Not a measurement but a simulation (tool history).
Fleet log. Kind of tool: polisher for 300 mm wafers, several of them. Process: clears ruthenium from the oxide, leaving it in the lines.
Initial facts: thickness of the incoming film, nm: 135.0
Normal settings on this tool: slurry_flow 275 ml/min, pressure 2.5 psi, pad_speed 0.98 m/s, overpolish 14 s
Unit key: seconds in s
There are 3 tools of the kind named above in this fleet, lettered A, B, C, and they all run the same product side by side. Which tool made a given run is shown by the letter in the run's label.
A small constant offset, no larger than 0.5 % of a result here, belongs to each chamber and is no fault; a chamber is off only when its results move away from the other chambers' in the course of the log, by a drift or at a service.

At hour 2.1: chamber B: worn pad replaced by a new one.
Run 1A, hour 10.2: usual settings. Result: seconds 118.5 s.
Run 2C, hour 18.2: usual settings. Result: seconds 122.92 s.
Run 3B, hour 27: usual settings. Result: seconds 118.97 s.
Run 4C, hour 33.1: usual settings. Result: seconds 121.96 s.
Run 5B, hour 42.6: usual settings. Result: seconds 118.15 s.
Run 6A, hour 49.9: usual settings but slurry_flow 200 ml/min, pad_speed 0.82 m/s. Result: seconds 150.03 s.
Run 7C, hour 59.6: usual settings but slurry_flow 200 ml/min, pad_speed 0.82 m/s. Result: seconds 149.54 s.
Run 8A, hour 68.9: usual settings but slurry_flow 200 ml/min, pad_speed 0.82 m/s. Result: seconds 145.52 s.
Run 9B, hour 74.4: usual settings. Result: seconds 121.36 s.
Run 10A, hour 82.1: usual settings. Result: seconds 118.28 s.
At hour 83.9: chamber A: worn pad replaced by a new one.
At hour 85.3: chamber B: worn pad replaced by a new one.
Run 11B, hour 87.4: usual settings. Result: seconds 118.44 s.
At hour 91.5: chamber C: worn pad replaced by a new one.
Run 12C, hour 94.7: usual settings. Result: seconds 118.74 s.
Run 13C, hour 105.3: usual settings. Result: seconds 118.32 s.
Run 14B, hour 113: usual settings. Result: seconds 115.3 s.
Run 15A, hour 119.3: usual settings. Result: seconds 119.42 s.
Run 16A, hour 128.4: usual settings but slurry_flow 215 ml/min. Result: seconds 123.04 s.
Run 17C, hour 135.3: usual settings but slurry_flow 215 ml/min. Result: seconds 117.8 s.
Run 18B, hour 142.5: usual settings but slurry_flow 215 ml/min. Result: seconds 123.65 s.
Run 19B, hour 147.5: usual settings. Result: seconds 119.83 s.
Run 20C, hour 155.4: usual settings. Result: seconds 116.96 s.
Run 21A, hour 162.6: usual settings. Result: seconds 117.12 s.
Run 22A, hour 170: usual settings. Result: seconds 117.28 s.
Run 23B, hour 179.2: usual settings. Result: seconds 119.32 s.

Is one chamber off against the others, does the gauge drift, or is nothing wrong? If a chamber is off, say which, and what the likeliest cause is.

Neither any chamber nor the gauge drifts; the chambers differ only by their own small, steady offsets.

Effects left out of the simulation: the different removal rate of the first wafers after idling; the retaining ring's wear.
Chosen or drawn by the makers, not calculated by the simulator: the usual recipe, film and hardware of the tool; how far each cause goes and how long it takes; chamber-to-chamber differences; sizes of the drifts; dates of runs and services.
